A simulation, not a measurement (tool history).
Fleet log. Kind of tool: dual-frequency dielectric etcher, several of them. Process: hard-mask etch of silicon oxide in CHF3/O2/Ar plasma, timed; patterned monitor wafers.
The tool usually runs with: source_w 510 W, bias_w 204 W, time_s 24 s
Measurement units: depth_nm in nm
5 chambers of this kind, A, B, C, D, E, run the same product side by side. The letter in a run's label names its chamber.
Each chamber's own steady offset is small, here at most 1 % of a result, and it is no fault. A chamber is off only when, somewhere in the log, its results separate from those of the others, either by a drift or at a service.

run	hour	source_w	bias_w	time_s	read-back reference wafer on the same gauge, depth_nm	depth_nm
1E	5.4	510	204	24	44.689	46.51
2C	10.7	510	204	24	44.671	46.383
3D	14.2	510	204	24	44.672	46.729
4B	18.9	510	204	24	44.65	46.937
5A	24.6	510	204	24	44.663	46.922
6A	27.7	510	204	24	44.646	46.836
7B	30.4	510	222	28	44.64	56.232
8C	33	510	222	28	44.638	55.524
9D	37	510	222	28	44.638	56.026
10E	40.5	510	222	28	44.617	55.626
11E	44.8	510	222	28	44.615	55.915
# hour 47.1: chamber D: wet clean of the chamber
12B	49.2	560	204	27.5	44.605	55.722
13A	52.4	560	204	27.5	44.588	55.537
14D	56.1	560	204	27.5	44.609	55.407
15C	59.4	560	204	27.5	44.604	54.773
# hour 59.6: chamber C: wet clean of the chamber
16E	64.9	560	204	27.5	44.586	55.09
# hour 66.9: chamber C: bias power generator calibrated
17C	70.8	510	204	24	44.563	46.202
18A	74.2	510	204	24	44.569	46.817
# hour 77: chamber E: wet clean of the chamber
19B	78.5	510	204	18.5	44.555	36.116
20D	83	510	204	18.5	44.554	35.898
21A	86.2	510	204	18.5	44.533	36.001
22E	89.6	510	204	18.5	44.55	35.779
23C	94.6	510	204	18.5	44.534	35.569
24D	98.5	510	204	24	44.53	46.5
25B	103	510	204	24	44.514	46.732
26A	106.2	510	204	24	44.512	46.738
27E	110.1	510	204	24	44.521	46.203
28B	112.7	510	204	18	44.485	35.14
29D	117.8	510	204	18	44.5	34.881
30C	122.3	510	204	18	44.485	34.68
31A	127.3	510	204	18	44.468	35.061
32D	133.2	510	204	18	44.459	34.979
33C	137.3	510	204	24	44.441	46.073
34B	140.2	510	204	24	44.462	46.619
35E	143	510	204	24	44.446	46.33
36D	146.6	510	204	24	44.452	46.407
37E	150.1	510	204	24	44.424	46.279
38A	153.9	510	204	24	44.431	46.524

For the next run the whole fleet of 5 chambers uses the same settings. Give each chamber's results:
39A	158.1	510	204	27.5		?
39B	158.1	510	204	27.5		?
39C	158.1	510	204	27.5		?
39D	158.1	510	204	27.5		?
39E	158.1	510	204	27.5		?

run	depth_nm
39A	53.527
39B	53.486
39C	52.74
39D	53.308
39E	52.891
